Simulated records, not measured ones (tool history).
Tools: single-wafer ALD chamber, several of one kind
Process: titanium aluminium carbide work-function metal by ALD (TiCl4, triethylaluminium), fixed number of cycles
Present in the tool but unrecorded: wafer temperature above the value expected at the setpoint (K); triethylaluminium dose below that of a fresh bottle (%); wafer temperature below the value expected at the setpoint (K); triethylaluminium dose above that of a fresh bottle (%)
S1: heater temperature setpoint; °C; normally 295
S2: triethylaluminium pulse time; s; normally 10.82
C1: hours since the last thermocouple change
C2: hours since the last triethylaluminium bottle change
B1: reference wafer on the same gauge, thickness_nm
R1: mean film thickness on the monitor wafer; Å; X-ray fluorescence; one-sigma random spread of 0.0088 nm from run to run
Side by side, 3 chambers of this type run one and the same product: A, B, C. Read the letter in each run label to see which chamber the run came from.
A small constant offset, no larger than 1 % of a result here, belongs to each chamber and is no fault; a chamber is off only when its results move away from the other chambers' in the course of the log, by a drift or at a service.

Run 1A, hour 6.8: usual settings; C1 1297.3; C2 290.9; B1 2.0714. Result: R1 19.661 Å.
At hour 10.9: chamber A: thermocouple changed; heater temperature recalibrated.
Run 2C, hour 14.4: usual settings; C1 271; C2 221.5; B1 2.0701. Result: R1 19.752 Å.
Run 3B, hour 21.3: usual settings; C1 1137; C2 933.4; B1 2.0707. Result: R1 19.491 Å.
Run 4A, hour 30: usual settings; C1 19.1; C2 314.1; B1 2.0704. Result: R1 19.653 Å.
Run 5B, hour 41.2: usual settings; C1 1156.9; C2 953.3; B1 2.0707. Result: R1 19.582 Å.
Run 6C, hour 49.1: usual settings; C1 305.7; C2 256.2; B1 2.0697. Result: R1 19.844 Å.
Run 7C, hour 56.2: usual settings but S1 302 °C, S2 13.52 s; C1 312.8; C2 263.3; B1 2.0713. Result: R1 20.783 Å.
Run 8B, hour 70: usual settings but S1 302 °C, S2 13.52 s; C1 1185.7; C2 982.1; B1 2.0702. Result: R1 20.403 Å.
Run 9A, hour 83: usual settings but S1 302 °C, S2 13.52 s; C1 72.1; C2 367.1; B1 2.0692. Result: R1 20.452 Å.
Run 10A, hour 96.8: usual settings; C1 85.9; C2 380.9; B1 2.0703. Result: R1 19.616 Å.
Run 11C, hour 104.5: usual settings; C1 361.1; C2 311.6; B1 2.0696. Result: R1 19.725 Å.
Run 12B, hour 111.2: usual settings; C1 1226.9; C2 1023.3; B1 2.0707. Result: R1 19.477 Å.
Run 13B, hour 119.3: usual settings; C1 1235; C2 1031.4; B1 2.0692. Result: R1 19.517 Å.
Run 14C, hour 131.5: usual settings; C1 388.1; C2 338.6; B1 2.0703. Result: R1 19.941 Å.
Run 15A, hour 138.8: usual settings but S1 281 °C, S2 14.23 s; C1 127.9; C2 422.9; B1 2.0713. Result: R1 18.701 Å.
Run 16C, hour 152.5: usual settings but S1 281 °C, S2 14.23 s; C1 409.1; C2 359.6; B1 2.0728. Result: R1 18.901 Å.
Run 17B, hour 163.8: usual settings but S1 281 °C, S2 14.23 s; C1 1279.5; C2 1075.9; B1 2.0696. Result: R1 18.605 Å.
Run 18A, hour 173.8: usual settings; C1 162.9; C2 457.9; B1 2.0715. Result: R1 19.228 Å.
Run 19B, hour 184.4: usual settings; C1 1300.1; C2 1096.5; B1 2.0668. Result: R1 19.489 Å.
Run 20C, hour 196.2: usual settings; C1 452.8; C2 403.3; B1 2.0686. Result: R1 19.904 Å.
Run 21A, hour 203.6: usual settings; C1 192.7; C2 487.7; B1 2.069. Result: R1 19.27 Å.
Run 22B, hour 215.2: usual settings; C1 1330.9; C2 1127.3; B1 2.0693. Result: R1 19.365 Å.
Run 23A, hour 223.1: usual settings; C1 212.2; C2 507.2; B1 2.0703. Result: R1 19.307 Å.
Run 24C, hour 235.1: usual settings; C1 491.7; C2 442.2; B1 2.0686. Result: R1 19.856 Å.
Run 25C, hour 245.7: usual settings; C1 502.3; C2 452.8; B1 2.0701. Result: R1 19.632 Å.
Run 26A, hour 256.9: usual settings; C1 246; C2 541; B1 2.0711. Result: R1 19.216 Å.
Run 27B, hour 263: usual settings; C1 1378.7; C2 1175.1; B1 2.0707. Result: R1 19.362 Å.
Run 28B, hour 270: usual settings; C1 1385.7; C2 1182.1; B1 2.0723. Result: R1 19.597 Å.
Run 29C, hour 281.8: usual settings; C1 538.4; C2 488.9; B1 2.0717. Result: R1 19.856 Å.
Run 30A, hour 288.3: usual settings; C1 277.4; C2 572.4; B1 2.071. Result: R1 18.993 Å.
Run 31B, hour 296.7: usual settings; C1 1412.4; C2 1208.8; B1 2.0704. Result: R1 19.369 Å.
Run 32A, hour 305: usual settings; C1 294.1; C2 589.1; B1 2.0693. Result: R1 19.059 Å.
At hour 313.1: chamber C: triethylaluminium bottle replaced.
Run 33C, hour 318.6: usual settings; C1 575.2; C2 5.5; B1 2.0701. Result: R1 19.82 Å.
Run 34B, hour 326.1: usual settings; C1 1441.8; C2 1238.2; B1 2.0712. Result: R1 19.469 Å.
Run 35C, hour 338.3: usual settings; C1 594.9; C2 25.2; B1 2.0709. Result: R1 19.677 Å.
Run 36A, hour 350.5: usual settings; C1 339.6; C2 634.6; B1 2.0693. Result: R1 18.995 Å.
Run 37C, hour 364: usual settings but S1 302 °C; C1 620.6; C2 50.9; B1 2.0717. Result: R1 20.319 Å.
Run 38B, hour 372.3: usual settings but S1 302 °C; C1 1488; C2 1284.4; B1 2.07. Result: R1 20.144 Å.
Run 39A, hour 383.6: usual settings but S1 302 °C; C1 372.7; C2 667.7; B1 2.0702. Result: R1 19.154 Å.
Run 40C, hour 392.8: usual settings; C1 649.4; C2 79.7; B1 2.0703. Result: R1 19.935 Å.

For the next run the whole fleet of 3 chambers uses the same settings. Give each chamber's results:
Run 41A, hour 402.7: usual settings but S1 282 °C. Result: R1 ?.
Run 41B, hour 402.7: usual settings but S1 282 °C. Result: R1 ?.
Run 41C, hour 402.7: usual settings but S1 282 °C. Result: R1 ?.

run      R1
41A  17.711
41B  18.425
41C  18.739
